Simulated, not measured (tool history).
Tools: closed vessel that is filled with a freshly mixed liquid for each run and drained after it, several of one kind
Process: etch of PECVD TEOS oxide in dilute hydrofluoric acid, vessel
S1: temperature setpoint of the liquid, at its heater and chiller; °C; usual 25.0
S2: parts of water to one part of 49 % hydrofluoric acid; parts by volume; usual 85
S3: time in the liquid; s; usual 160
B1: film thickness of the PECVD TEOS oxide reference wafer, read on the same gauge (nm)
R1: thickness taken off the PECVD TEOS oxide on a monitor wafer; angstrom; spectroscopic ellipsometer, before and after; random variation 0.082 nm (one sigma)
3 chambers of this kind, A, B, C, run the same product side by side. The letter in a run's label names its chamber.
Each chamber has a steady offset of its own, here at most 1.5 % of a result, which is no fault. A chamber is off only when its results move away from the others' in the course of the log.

run,day,S1,S2,S3,B1,R1
1A,0.088,25.0,85,160,129.99,169.830
2B,0.271,25.0,85,160,129.98,171.560
3C,0.392,25.0,85,160,130.00,172.470
4A,0.492,25.0,85,160,130.00,171.200
5C,0.579,22.0,85,100,130.00,95.871
6B,0.675,22.0,85,100,130.02,95.309
7C,0.758,22.0,85,100,130.01,95.510
8A,0.871,25.0,85,160,130.02,169.240
9B,0.996,25.0,85,250,130.01,266.360
10B,1.183,25.0,85,250,130.02,268.780
11C,1.300,25.0,85,250,130.00,272.430
12A,1.450,25.0,85,160,130.01,170.850
13C,1.600,25.0,85,160,130.01,174.400
14A,1.788,23.5,100,160,130.00,133.850
15B,1.967,23.5,100,160,130.01,135.810
16C,2.083,23.5,100,160,130.00,137.400
17B,2.246,25.0,85,160,130.01,173.030
18A,2.367,25.0,85,160,130.01,171.240
19C,2.488,25.0,85,190,129.99,210.040
20B,2.600,25.0,85,190,129.98,205.720
# day 2.704: chamber C: thermometer replaced
21A,2.742,25.0,85,190,129.99,201.690
22B,2.850,25.0,85,160,130.01,172.040
23A,3.025,25.0,85,160,130.00,171.670
24C,3.212,25.0,85,160,129.98,178.060
25A,3.396,25.0,85,160,130.00,170.040
26B,3.492,25.0,85,160,130.01,171.930
27C,3.588,25.0,85,160,129.99,178.270
28A,3.683,25.0,85,160,129.99,171.240
29B,3.788,25.0,120,160,129.99,116.280
30C,3.942,25.0,120,160,130.02,121.040
31A,4.125,25.0,120,160,129.99,115.220
32C,4.254,25.0,85,160,130.01,181.070
33B,4.429,25.0,85,160,129.98,172.280
34B,4.546,25.0,85,160,130.02,172.390
35A,4.738,25.0,85,160,129.98,169.850
# day 4.829: chamber B: hydrofluoric acid flow meter replaced
36C,4.896,25.0,85,160,129.99,181.260
37B,5.012,25.0,85,160,130.00,171.300
38A,5.146,25.0,85,160,129.99,170.360

What goes on in this fleet: one chamber off, a drifting gauge, or nothing beyond the chambers' own small offsets? Name the chamber and the cause, if any.

Chamber C drifts away from the others.
Cause: hydrofluoric acid flow above the setpoint (%) = 5.7.

Here are 4 candidates for chamber C's next run, each the usual settings with a change, their results left as question marks. Which one brings its results back in line with what the others give on the usual settings?
In line means no further than this from the other chambers' mean on the usual settings: R1 2.900 angstrom
39C-1,5.283,25.0,80,160,,?
39C-2,5.283,25.0,85,165,,?
39C-3,5.283,25.0,85,150,,?
39C-4,5.283,25.0,85,155,,?

The other chambers' mean on the usual settings: R1 171.220 angstrom
run,R1
39C-1,196.340
39C-2,189.200
39C-3,172.000
39C-4,177.740
39C-3 brings the chamber back in line.
